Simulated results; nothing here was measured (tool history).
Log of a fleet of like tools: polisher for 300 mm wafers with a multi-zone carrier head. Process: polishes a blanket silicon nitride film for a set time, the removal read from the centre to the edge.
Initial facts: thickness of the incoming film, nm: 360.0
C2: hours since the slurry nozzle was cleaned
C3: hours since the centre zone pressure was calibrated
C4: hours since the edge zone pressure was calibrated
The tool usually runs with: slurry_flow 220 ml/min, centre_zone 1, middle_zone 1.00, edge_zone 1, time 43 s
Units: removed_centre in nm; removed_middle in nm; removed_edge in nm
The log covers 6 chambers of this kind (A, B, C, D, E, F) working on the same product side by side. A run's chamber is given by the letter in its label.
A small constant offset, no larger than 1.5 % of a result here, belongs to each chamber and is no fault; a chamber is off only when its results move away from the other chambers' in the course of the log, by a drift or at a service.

Run 1F, hour 4.7: usual settings; wafers polished on this pad 397; C2 16.5; C3 146.4; C4 474.5. Result: removed_centre 70.101 nm, removed_middle 69.873 nm, removed_edge 70.941 nm.
Run 2A, hour 10.5: usual settings; wafers polished on this pad 252; C2 90.8; C3 325.8; C4 411.2. Result: removed_centre 70.526 nm, removed_middle 69.378 nm, removed_edge 71.019 nm.
At hour 15.7: chamber E: centre zone pressure recalibrated.
Run 3B, hour 17.2: usual settings; wafers polished on this pad 1160; C2 275.8; C3 748.8; C4 174.1. Result: removed_centre 70.541 nm, removed_middle 70.067 nm, removed_edge 70.718 nm.
At hour 19.5: chamber B: worn pad replaced by a new one.
Run 4C, hour 23.5: usual settings; wafers polished on this pad 788; C2 212.9; C3 371.5; C4 438.9. Result: removed_centre 70.142 nm, removed_middle 71.603 nm, removed_edge 71.354 nm.
At hour 25.8: chamber E: worn pad replaced by a new one.
Run 5D, hour 29.3: usual settings; wafers polished on this pad 506; C2 415.5; C3 540.6; C4 595.6. Result: removed_centre 72.469 nm, removed_middle 70.857 nm, removed_edge 71.730 nm.
Run 6E, hour 33.4: usual settings; wafers polished on this pad 129; C2 671.6; C3 17.7; C4 205.7. Result: removed_centre 71.705 nm, removed_middle 69.564 nm, removed_edge 71.566 nm.
Run 7E, hour 39.6: usual settings; wafers polished on this pad 234; C2 677.8; C3 23.9; C4 211.9. Result: removed_centre 70.234 nm, removed_middle 70.606 nm, removed_edge 72.441 nm.
Run 8D, hour 46.6: usual settings; wafers polished on this pad 800; C2 432.8; C3 557.9; C4 612.9. Result: removed_centre 71.396 nm, removed_middle 71.440 nm, removed_edge 71.749 nm.
Run 9F, hour 50.7: usual settings; wafers polished on this pad 1179; C2 62.5; C3 192.4; C4 520.5. Result: removed_centre 70.473 nm, removed_middle 70.636 nm, removed_edge 69.505 nm.
Run 10C, hour 54.4: usual settings; wafers polished on this pad 1313; C2 243.8; C3 402.4; C4 469.8. Result: removed_centre 69.733 nm, removed_middle 70.981 nm, removed_edge 72.267 nm.
Run 11B, hour 58.5: usual settings; wafers polished on this pad 663; C2 317.1; C3 790.1; C4 215.4. Result: removed_centre 69.449 nm, removed_middle 69.623 nm, removed_edge 69.351 nm.
Run 12A, hour 62.6: usual settings; wafers polished on this pad 1137; C2 142.9; C3 377.9; C4 463.3. Result: removed_centre 72.481 nm, removed_middle 68.569 nm, removed_edge 70.703 nm.
At hour 63.2: chamber F: worn pad replaced by a new one.
At hour 66.2: chamber D: worn pad replaced by a new one.
At hour 67.1: chamber A: worn pad replaced by a new one.
At hour 67.7: chamber D: edge zone pressure recalibrated.
At hour 68.0: chamber C: edge zone pressure recalibrated.
Run 13E, hour 69.5: usual settings; wafers polished on this pad 742; C2 707.7; C3 53.8; C4 241.8. Result: removed_centre 71.952 nm, removed_middle 71.099 nm, removed_edge 71.822 nm.
At hour 75.0: chamber E: slurry nozzle cleaned.
Run 14B, hour 77.1: usual settings but middle_zone 0.93; wafers polished on this pad 979; C2 335.7; C3 808.7; C4 234.0. Result: removed_centre 70.569 nm, removed_middle 66.487 nm, removed_edge 70.063 nm.
Run 15C, hour 81.1: usual settings but middle_zone 0.93; wafers polished on this pad 1767; C2 270.5; C3 429.1; C4 13.1. Result: removed_centre 71.055 nm, removed_middle 64.536 nm, removed_edge 71.482 nm.
Run 16F, hour 85.1: usual settings but middle_zone 0.93; wafers polished on this pad 373; C2 96.9; C3 226.8; C4 554.9. Result: removed_centre 69.393 nm, removed_middle 68.069 nm, removed_edge 71.256 nm.
At hour 89.0: chamber B: worn pad replaced by a new one.
Run 17A, hour 89.2: usual settings but middle_zone 0.93; wafers polished on this pad 375; C2 169.5; C3 404.5; C4 489.9. Result: removed_centre 70.420 nm, removed_middle 66.974 nm, removed_edge 71.377 nm.
Run 18D, hour 95.4: usual settings but middle_zone 0.93; wafers polished on this pad 497; C2 481.6; C3 606.7; C4 27.7. Result: removed_centre 71.673 nm, removed_middle 66.038 nm, removed_edge 71.656 nm.
At hour 96.2: chamber E: worn pad replaced by a new one.
Run 19D, hour 101.3: usual settings but middle_zone 0.93; wafers polished on this pad 597; C2 487.5; C3 612.6; C4 33.6. Result: removed_centre 71.095 nm, removed_middle 64.333 nm, removed_edge 72.067 nm.
Run 20E, hour 107.0: usual settings; wafers polished on this pad 184; C2 32.1; C3 91.3; C4 279.3. Result: removed_centre 72.419 nm, removed_middle 71.958 nm, removed_edge 71.057 nm.
Run 21B, hour 113.9: usual settings; wafers polished on this pad 423; C2 372.5; C3 845.5; C4 270.8. Result: removed_centre 70.615 nm, removed_middle 72.203 nm, removed_edge 69.238 nm.
Run 22C, hour 121.0: usual settings; wafers polished on this pad 2445; C2 310.4; C3 469.0; C4 53.0. Result: removed_centre 68.112 nm, removed_middle 69.381 nm, removed_edge 70.037 nm.
Run 23A, hour 125.7: usual settings; wafers polished on this pad 996; C2 206.0; C3 441.0; C4 526.4. Result: removed_centre 70.988 nm, removed_middle 72.035 nm, removed_edge 70.286 nm.
Run 24F, hour 132.2: usual settings; wafers polished on this pad 1174; C2 144.0; C3 273.9; C4 602.0. Result: removed_centre 70.169 nm, removed_middle 69.962 nm, removed_edge 69.880 nm.
At hour 135.7: chamber C: centre zone pressure recalibrated.
At hour 135.8: chamber D: worn pad replaced by a new one.
Run 25D, hour 138.1: usual settings; wafers polished on this pad 40; C2 524.3; C3 649.4; C4 70.4. Result: removed_centre 70.366 nm, removed_middle 71.318 nm, removed_edge 71.276 nm.
Run 26C, hour 142.4: usual settings; wafers polished on this pad 2809; C2 331.8; C3 6.8; C4 74.4. Result: removed_centre 66.507 nm, removed_middle 68.548 nm, removed_edge 67.793 nm.
Run 27E, hour 147.4: usual settings; wafers polished on this pad 870; C2 72.5; C3 131.7; C4 319.7. Result: removed_centre 72.668 nm, removed_middle 69.592 nm, removed_edge 71.535 nm.
At hour 151.9: chamber F: worn pad replaced by a new one.
Run 28F, hour 154.6: usual settings; wafers polished on this pad 46; C2 166.4; C3 296.3; C4 624.4. Result: removed_centre 71.283 nm, removed_middle 71.746 nm, removed_edge 71.417 nm.
At hour 154.7: chamber B: worn pad replaced by a new one.
At hour 156.4: chamber A: worn pad replaced by a new one.
Run 29A, hour 158.5: usual settings; wafers polished on this pad 37; C2 238.8; C3 473.8; C4 559.2. Result: removed_centre 71.483 nm, removed_middle 71.556 nm, removed_edge 70.967 nm.
Run 30B, hour 163.3: usual settings; wafers polished on this pad 146; C2 421.9; C3 894.9; C4 320.2. Result: removed_centre 69.366 nm, removed_middle 71.024 nm, removed_edge 70.437 nm.
At hour 165.3: chamber E: worn pad replaced by a new one.
Run 31A, hour 167.2: usual settings; wafers polished on this pad 184; C2 247.5; C3 482.5; C4 567.9. Result: removed_centre 70.544 nm, removed_middle 69.637 nm, removed_edge 70.570 nm.
Run 32E, hour 172.4: usual settings; wafers polished on this pad 121; C2 97.5; C3 156.7; C4 344.7. Result: removed_centre 71.787 nm, removed_middle 71.381 nm, removed_edge 71.593 nm.
Run 33C, hour 179.7: usual settings but slurry_flow 285 ml/min, middle_zone 0.90; wafers polished on this pad 3443; C2 369.1; C3 44.1; C4 111.7. Result: removed_centre 68.405 nm, removed_middle 63.088 nm, removed_edge 67.930 nm.
Run 34D, hour 184.0: usual settings but slurry_flow 285 ml/min, middle_zone 0.90; wafers polished on this pad 820; C2 570.2; C3 695.3; C4 116.3. Result: removed_centre 73.672 nm, removed_middle 67.715 nm, removed_edge 73.589 nm.
Run 35B, hour 190.1: usual settings but slurry_flow 285 ml/min, middle_zone 0.90; wafers polished on this pad 602; C2 448.7; C3 921.7; C4 347.0. Result: removed_centre 71.920 nm, removed_middle 65.766 nm, removed_edge 72.455 nm.
At hour 194.1: chamber F: centre zone pressure recalibrated.
Run 36F, hour 197.2: usual settings but slurry_flow 285 ml/min, middle_zone 0.90; wafers polished on this pad 770; C2 209.0; C3 3.1; C4 667.0. Result: removed_centre 72.974 nm, removed_middle 67.790 nm, removed_edge 72.025 nm.
Run 37A, hour 204.2: usual settings but slurry_flow 285 ml/min, middle_zone 0.90; wafers polished on this pad 813; C2 284.5; C3 519.5; C4 604.9. Result: removed_centre 72.662 nm, removed_middle 65.467 nm, removed_edge 71.799 nm.
Run 38D, hour 209.2: usual settings but slurry_flow 285 ml/min, middle_zone 0.90; wafers polished on this pad 1248; C2 595.4; C3 720.5; C4 141.5. Result: removed_centre 74.277 nm, removed_middle 67.361 nm, removed_edge 73.036 nm.
Run 39E, hour 215.2: usual settings; wafers polished on this pad 849; C2 140.3; C3 199.5; C4 387.5. Result: removed_centre 71.964 nm, removed_middle 72.467 nm, removed_edge 70.934 nm.
Run 40C, hour 219.3: usual settings; wafers polished on this pad 4116; C2 408.7; C3 83.7; C4 151.3. Result: removed_centre 66.376 nm, removed_middle 68.142 nm, removed_edge 64.776 nm.
At hour 225.4: chamber F: worn pad replaced by a new one.
Run 41F, hour 226.3: usual settings; wafers polished on this pad 16; C2 238.1; C3 32.2; C4 696.1. Result: removed_centre 70.522 nm, removed_middle 72.198 nm, removed_edge 70.906 nm.

Is one chamber out of step, is the gauge drifting, or do the chambers differ by no more than their own small offsets? For an off chamber, give its letter and the likeliest cause.

It is chamber C that slowly wanders off from its peers.
Likeliest cause: removal rate lost through wear of the pad, % = 8.34.
From this log alone, it may not be told apart from: slurry flow missing at the pad, %.

Chamber C could run next with any of the 4 candidate recipes listed below; each alters the usual settings, and their results appear as question marks. Which one brings its results back in line with what the other chambers deliver on the usual settings?
In line here means within this much of the mean the other chambers give on the usual settings: removed_centre 3.300 nm; removed_middle 3.600 nm; removed_edge 2.000 nm
Run 42C-1, hour 231.8: usual settings but centre_zone 1.01, time 47 s. Result: removed_centre ?, removed_middle ?, removed_edge ?.
Run 42C-2, hour 231.8: usual settings but slurry_flow 215 ml/min, centre_zone 0.98, time 37 s. Result: removed_centre ?, removed_middle ?, removed_edge ?.
Run 42C-3, hour 231.8: usual settings but centre_zone 0.99, time 40 s. Result: removed_centre ?, removed_middle ?, removed_edge ?.
Run 42C-4, hour 231.8: usual settings but slurry_flow 225 ml/min, centre_zone 1.02, middle_zone 0.99, edge_zone 1.01, time 49 s. Result: removed_centre ?, removed_middle ?, removed_edge ?.

On the usual settings, the other chambers give on average: removed_centre 70.993 nm; removed_middle 70.861 nm; removed_edge 70.870 nm
  run  removed_centre  removed_middle  removed_edge
42C-1          71.771          71.109        71.885
42C-2          54.448          55.817        56.460
42C-3          59.738          60.526        61.179
42C-4          75.892          73.672        75.515
Change 42C-1 lands the chamber within the allowed miss of the other chambers.
